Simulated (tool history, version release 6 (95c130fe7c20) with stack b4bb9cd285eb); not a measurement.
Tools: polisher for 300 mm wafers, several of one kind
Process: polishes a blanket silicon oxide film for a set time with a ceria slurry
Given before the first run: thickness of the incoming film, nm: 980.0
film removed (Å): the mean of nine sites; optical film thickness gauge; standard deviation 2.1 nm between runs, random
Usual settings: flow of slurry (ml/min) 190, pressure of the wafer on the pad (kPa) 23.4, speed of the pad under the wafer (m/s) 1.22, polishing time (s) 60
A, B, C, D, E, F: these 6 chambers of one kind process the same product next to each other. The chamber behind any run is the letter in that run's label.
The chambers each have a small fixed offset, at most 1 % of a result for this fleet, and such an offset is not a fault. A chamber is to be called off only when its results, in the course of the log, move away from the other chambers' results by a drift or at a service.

| run | hour | flow of slurry (ml/min) | pressure of the wafer on the pad (kPa) | speed of the pad under the wafer (m/s) | polishing time (s) | film removed (Å) |
|---|---|---|---|---|---|---|
|  | 2.3 | chamber A: slurry nozzle cleaned |
| 1B | 8.4 | 190 | 23.4 | 1.22 | 60 | 2849.0 |
|  | 14.5 | chamber F: slurry nozzle cleaned |
|  | 15.1 | chamber D: worn pad replaced by a new one |
| 2D | 15.9 | 190 | 23.4 | 1.22 | 60 | 2810.7 |
| 3C | 23.7 | 190 | 23.4 | 1.22 | 60 | 2835.3 |
| 4F | 30.6 | 190 | 23.4 | 1.22 | 60 | 2802.1 |
|  | 33.2 | chamber C: worn pad replaced by a new one |
| 5A | 36.1 | 190 | 23.4 | 1.22 | 60 | 2842.5 |
| 6E | 42.0 | 190 | 23.4 | 1.22 | 60 | 2831.6 |
|  | 50.8 | chamber B: worn pad replaced by a new one |
| 7D | 50.9 | 145 | 23.4 | 1.22 | 60 | 2703.7 |
| 8A | 61.4 | 145 | 23.4 | 1.22 | 60 | 2696.6 |
|  | 66.9 | chamber A: worn pad replaced by a new one |
|  | 70.7 | chamber F: worn pad replaced by a new one |
| 9C | 71.6 | 145 | 23.4 | 1.22 | 60 | 2714.9 |
| 10E | 80.3 | 145 | 23.4 | 1.22 | 60 | 2716.8 |
|  | 83.8 | chamber E: worn pad replaced by a new one |
|  | 85.7 | chamber D: worn pad replaced by a new one |
| 11F | 90.1 | 145 | 23.4 | 1.22 | 60 | 2689.1 |
|  | 97.9 | chamber C: worn pad replaced by a new one |
| 12B | 98.7 | 145 | 23.4 | 1.22 | 60 | 2710.7 |
|  | 104.9 | chamber B: head pressure recalibrated |
| 13F | 107.2 | 190 | 23.4 | 1.22 | 60 | 2839.8 |
| 14C | 117.5 | 190 | 23.4 | 1.22 | 60 | 2801.4 |
|  | 120.9 | chamber B: worn pad replaced by a new one |
| 15B | 125.7 | 190 | 23.4 | 1.22 | 60 | 2873.8 |
| 16E | 135.3 | 190 | 23.4 | 1.22 | 60 | 2852.9 |
| 17D | 140.3 | 225 | 23.4 | 1.22 | 60 | 2871.9 |
|  | 143.2 | chamber D: worn pad replaced by a new one |
| 18A | 148.1 | 225 | 23.4 | 1.22 | 60 | 2892.1 |
| 19C | 155.3 | 225 | 23.4 | 1.22 | 60 | 2889.3 |
|  | 158.1 | chamber C: worn pad replaced by a new one |
|  | 160.8 | chamber A: head pressure recalibrated |
| 20D | 163.6 | 225 | 23.4 | 1.22 | 60 | 2855.2 |
| 21F | 172.1 | 225 | 23.4 | 1.22 | 60 | 2902.0 |
|  | 177.4 | chamber E: worn pad replaced by a new one |
| 22E | 177.4 | 225 | 23.4 | 1.22 | 60 | 2943.0 |
| 23B | 186.3 | 190 | 23.4 | 1.22 | 60 | 2850.3 |
|  | 190.6 | chamber A: worn pad replaced by a new one |
|  | 191.4 | chamber B: worn pad replaced by a new one |
| 24A | 196.5 | 190 | 23.4 | 1.22 | 60 | 3128.2 |
|  | 203.4 | chamber C: slurry nozzle cleaned |
|  | 204.7 | chamber D: worn pad replaced by a new one |
| 25A | 206.3 | 190 | 23.4 | 1.22 | 60 | 3134.5 |
|  | 210.1 | chamber B: slurry nozzle cleaned |
| 26C | 214.4 | 190 | 23.4 | 0.84 | 45 | 1466.9 |
| 27E | 220.0 | 190 | 23.4 | 0.84 | 45 | 1482.0 |
|  | 224.2 | chamber E: slurry nozzle cleaned |
| 28B | 225.2 | 190 | 23.4 | 0.84 | 45 | 1456.2 |
| 29F | 229.8 | 190 | 23.4 | 0.84 | 45 | 1440.3 |
|  | 231.3 | chamber C: worn pad replaced by a new one |
| 30D | 236.1 | 190 | 23.4 | 0.84 | 45 | 1450.1 |
| 31C | 242.2 | 190 | 23.4 | 0.84 | 45 | 1439.3 |
| 32B | 250.2 | 190 | 23.4 | 1.22 | 60 | 2831.7 |
|  | 250.9 | chamber F: worn pad replaced by a new one |
| 33F | 254.8 | 190 | 23.4 | 1.22 | 60 | 2792.8 |
|  | 257.6 | chamber E: worn pad replaced by a new one |
| 34D | 261.9 | 190 | 23.4 | 1.22 | 60 | 2832.2 |
| 35E | 269.4 | 190 | 23.4 | 0.94 | 60 | 2190.9 |
|  | 274.6 | chamber D: worn pad replaced by a new one |
| 36A | 278.5 | 190 | 23.4 | 0.94 | 60 | 2436.3 |
| 37D | 283.1 | 190 | 23.4 | 0.94 | 60 | 2164.2 |
| 38C | 293.0 | 190 | 23.4 | 0.94 | 60 | 2185.5 |
| 39F | 298.2 | 190 | 23.4 | 0.94 | 60 | 2179.2 |

Next, all 6 chambers run the settings below, one line each with question marks for the results. What does each chamber give?
| 40A | 305.9 | 190 | 20.7 | 1.22 | 60 | ? |
| 40B | 305.9 | 190 | 20.7 | 1.22 | 60 | ? |
| 40C | 305.9 | 190 | 20.7 | 1.22 | 60 | ? |
| 40D | 305.9 | 190 | 20.7 | 1.22 | 60 | ? |
| 40E | 305.9 | 190 | 20.7 | 1.22 | 60 | ? |
| 40F | 305.9 | 190 | 20.7 | 1.22 | 60 | ? |

| run | film removed (Å) |
|---|---|
| 40A | 2742.4 |
| 40B | 2515.5 |
| 40C | 2501.0 |
| 40D | 2492.8 |
| 40E | 2495.9 |
| 40F | 2477.3 |
